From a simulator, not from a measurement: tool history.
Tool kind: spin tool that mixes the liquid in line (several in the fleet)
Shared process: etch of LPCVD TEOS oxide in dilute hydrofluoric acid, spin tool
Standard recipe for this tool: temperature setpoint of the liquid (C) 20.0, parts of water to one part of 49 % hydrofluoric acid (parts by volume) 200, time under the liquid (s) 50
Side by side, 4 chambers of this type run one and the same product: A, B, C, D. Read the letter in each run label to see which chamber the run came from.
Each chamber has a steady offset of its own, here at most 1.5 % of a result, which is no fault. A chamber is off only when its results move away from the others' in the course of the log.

run,hour,temperature setpoint of the liquid (C),parts of water to one part of 49 % hydrofluoric acid (parts by volume),time under the liquid (s),"read-back film thickness of the LPCVD TEOS oxide reference wafer, read on the same gauge (nm)",thickness taken off the LPCVD TEOS oxide on a monitor wafer (Å)
1A,6.4,20.0,200,50,80.005,48.458
2B,18.3,20.0,200,50,79.992,47.794
# hour 23.8: chamber B: hydrofluoric acid flow meter replaced
3D,28.0,20.0,200,50,79.982,46.915
4C,42.3,20.0,200,50,80.014,47.660
5C,50.2,20.0,200,50,79.988,47.396
6B,57.4,20.0,200,50,80.017,48.026
7A,68.2,20.0,200,50,80.004,48.156
8D,75.1,20.0,200,50,80.008,47.377
9D,88.9,20.0,200,50,79.990,47.332
10C,103.0,20.0,200,50,79.977,47.229
11B,116.0,22.5,200,70,80.025,73.598
12A,124.2,22.5,200,70,79.996,74.169
13A,131.4,22.5,200,70,79.992,75.924
14C,141.7,22.5,200,70,79.997,72.166
15B,149.8,20.0,200,50,80.009,48.132
16D,158.0,20.0,200,50,79.987,48.074
17D,166.4,20.0,200,50,80.006,48.366
18C,173.3,20.0,200,50,80.006,46.975
19A,182.3,20.0,200,50,80.008,48.749
20B,193.9,20.0,200,50,79.989,48.188
21C,200.6,20.0,200,50,80.021,46.969
22B,209.4,20.0,200,50,79.995,47.803
# hour 215.6: chamber A: thermometer replaced
23A,219.1,20.0,105,35,79.993,68.803
24D,229.3,20.0,105,35,80.007,70.327
# hour 236.5: chamber D: thermometer replaced
25B,241.4,20.0,105,35,80.010,68.759
26D,253.7,20.0,105,35,80.014,69.439
27C,263.7,20.0,200,50,80.005,48.140
28A,272.9,17.0,115,50,79.989,80.018
29D,285.9,17.0,115,50,80.005,79.894
30C,295.4,17.0,115,50,79.987,84.911
31B,308.5,17.0,115,50,80.001,79.571
32A,320.9,20.0,200,50,80.009,47.955
# hour 322.8: chamber A: hydrofluoric acid flow meter replaced
33A,330.1,20.0,200,50,80.012,47.980
34C,344.8,20.0,120,50,79.992,91.599
35B,356.2,20.0,120,50,80.006,87.092
36D,370.8,20.0,120,50,80.013,85.946
37A,380.8,20.0,120,50,79.984,86.408
38B,388.8,20.0,200,50,80.013,48.296
39C,401.8,20.0,200,50,79.999,52.505
40D,416.1,20.0,200,50,79.999,47.027
41B,428.0,20.0,255,25,79.986,17.442

Predict what each chamber gives when all 4 of them run the settings below next.
42A,438.6,17.0,200,50,,?
42B,438.6,17.0,200,50,,?
42C,438.6,17.0,200,50,,?
42D,438.6,17.0,200,50,,?

run,thickness taken off the LPCVD TEOS oxide on a monitor wafer (Å)
42A,42.794
42B,42.454
42C,46.561
42D,42.236
